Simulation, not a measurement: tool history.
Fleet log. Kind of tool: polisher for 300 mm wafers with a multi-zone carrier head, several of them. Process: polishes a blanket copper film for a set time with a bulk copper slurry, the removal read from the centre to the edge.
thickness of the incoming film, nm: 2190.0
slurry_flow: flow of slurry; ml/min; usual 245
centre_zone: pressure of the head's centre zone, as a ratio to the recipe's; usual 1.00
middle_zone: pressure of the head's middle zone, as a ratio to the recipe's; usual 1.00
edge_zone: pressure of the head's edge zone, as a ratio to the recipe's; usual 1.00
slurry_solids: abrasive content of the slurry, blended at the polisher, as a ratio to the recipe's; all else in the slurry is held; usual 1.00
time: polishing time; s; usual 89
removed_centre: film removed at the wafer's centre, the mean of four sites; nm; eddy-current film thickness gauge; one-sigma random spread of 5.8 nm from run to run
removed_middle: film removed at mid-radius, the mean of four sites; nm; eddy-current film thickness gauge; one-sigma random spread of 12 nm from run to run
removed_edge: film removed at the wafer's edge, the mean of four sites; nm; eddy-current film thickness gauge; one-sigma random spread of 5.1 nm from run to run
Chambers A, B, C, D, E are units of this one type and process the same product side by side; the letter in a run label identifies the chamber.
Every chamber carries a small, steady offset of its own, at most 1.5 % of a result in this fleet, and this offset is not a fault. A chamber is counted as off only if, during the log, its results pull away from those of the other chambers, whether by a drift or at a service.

run,day,slurry_flow,centre_zone,middle_zone,edge_zone,slurry_solids,time,removed_centre,removed_middle,removed_edge
1C,0.146,245,1.00,1.00,1.00,1.00,89,815.86,815.30,814.03
2A,0.250,245,1.00,1.00,1.00,1.00,89,827.75,819.74,826.67
3B,0.338,245,1.00,1.00,1.00,1.00,89,820.60,816.00,833.87
# day 0.362: chamber E: worn pad replaced by a new one
4D,0.471,245,1.00,1.00,1.00,1.00,89,825.85,816.66,835.75
5E,0.604,245,1.00,1.00,1.00,1.00,89,820.83,839.98,819.36
6E,0.762,245,1.00,1.00,1.00,1.00,89,831.22,849.79,823.48
# day 0.838: chamber C: worn pad replaced by a new one
7B,0.850,245,1.00,1.12,1.00,1.00,89,821.86,932.34,820.48
8C,1.038,245,1.00,1.12,1.00,1.00,89,811.13,927.98,808.21
# day 1.075: chamber D: worn pad replaced by a new one
9A,1.138,245,1.00,1.12,1.00,1.00,89,816.00,905.47,828.88
# day 1.208: chamber A: worn pad replaced by a new one
10D,1.292,245,1.00,1.12,1.00,1.00,89,839.40,915.85,827.00
11E,1.408,245,1.00,1.12,1.00,1.00,89,820.58,902.75,822.65
12D,1.579,245,1.00,1.00,1.00,1.00,89,828.06,824.21,831.88
13C,1.662,245,1.00,1.00,1.00,1.00,89,821.70,834.59,816.00
14B,1.838,245,1.00,1.00,1.00,1.00,89,824.46,823.65,827.40
15A,2.004,245,1.00,1.00,1.00,1.00,89,819.83,811.22,829.86
16B,2.108,245,1.00,1.00,1.00,1.00,89,823.34,830.38,821.95
# day 2.138: chamber D: slurry nozzle cleaned
# day 2.238: chamber B: worn pad replaced by a new one
17A,2.242,245,1.00,1.00,1.00,1.00,89,819.50,832.17,830.69
# day 2.325: chamber B: centre zone pressure recalibrated
18D,2.367,245,1.00,1.00,1.00,1.00,89,820.71,835.05,811.43
19C,2.554,245,1.00,1.00,1.00,1.00,89,802.05,840.13,809.23
20E,2.658,245,1.00,1.00,1.00,1.00,89,826.87,826.00,823.21
21B,2.746,245,1.00,1.00,1.00,1.00,89,806.70,796.92,824.48
# day 2.917: chamber E: worn pad replaced by a new one
22E,2.917,245,1.00,1.00,1.00,1.00,89,832.66,811.12,829.02
# day 3.050: chamber A: worn pad replaced by a new one
23D,3.092,245,1.00,1.00,1.00,1.00,89,827.93,830.85,830.42
# day 3.129: chamber D: worn pad replaced by a new one
24C,3.204,245,1.06,1.00,1.00,1.00,89,879.87,825.62,822.00
25A,3.292,245,1.06,1.00,1.00,1.00,89,875.86,825.63,822.89
26A,3.421,245,1.06,1.00,1.00,1.00,89,869.82,823.94,841.54
27C,3.517,245,1.06,1.00,1.00,1.00,89,865.95,812.26,802.14
28D,3.688,245,1.06,1.00,1.00,1.00,89,890.09,836.31,834.68
29E,3.846,245,1.00,1.00,1.00,1.00,89,819.56,829.65,826.63
30B,3.979,245,1.00,1.00,1.00,1.00,89,816.13,841.52,823.83
31C,4.146,245,1.00,1.00,1.00,1.00,89,810.11,842.13,820.98
# day 4.196: chamber B: edge zone pressure recalibrated
32E,4.262,245,1.00,1.00,1.00,1.00,89,831.26,801.83,826.28
33A,4.388,245,1.00,1.06,1.00,1.00,75,686.98,710.19,701.17
34D,4.475,245,1.00,1.06,1.00,1.00,75,704.77,752.56,696.10
35B,4.562,245,1.00,1.06,1.00,1.00,75,686.31,738.84,695.26
36D,4.679,245,1.00,1.06,1.00,1.00,75,698.70,755.73,699.61
37E,4.850,245,1.00,1.06,1.00,1.00,75,681.51,728.25,697.17
# day 4.942: chamber A: worn pad replaced by a new one
38A,4.958,245,1.00,1.00,1.00,1.00,89,819.38,814.87,832.03
39C,5.088,245,1.00,1.00,1.00,1.00,89,824.46,836.44,818.64
40B,5.179,245,1.00,1.00,1.00,1.00,89,813.71,797.38,827.93
# day 5.254: chamber C: worn pad replaced by a new one
41C,5.312,245,1.00,1.00,1.07,1.15,89,838.12,851.66,874.26
42B,5.492,245,1.00,1.00,1.07,1.15,89,844.19,838.48,879.63

Predict what each chamber gives when all 5 of them run the settings below next.
43A,5.629,245,1.00,1.00,1.10,1.00,89,?,?,?
43B,5.629,245,1.00,1.00,1.10,1.00,89,?,?,?
43C,5.629,245,1.00,1.00,1.10,1.00,89,?,?,?
43D,5.629,245,1.00,1.00,1.10,1.00,89,?,?,?
43E,5.629,245,1.00,1.00,1.10,1.00,89,?,?,?

run,removed_centre,removed_middle,removed_edge
43A,822.82,812.32,870.86
43B,814.87,811.38,866.60
43C,823.45,828.26,856.58
43D,823.19,836.62,874.03
43E,822.09,830.26,866.40

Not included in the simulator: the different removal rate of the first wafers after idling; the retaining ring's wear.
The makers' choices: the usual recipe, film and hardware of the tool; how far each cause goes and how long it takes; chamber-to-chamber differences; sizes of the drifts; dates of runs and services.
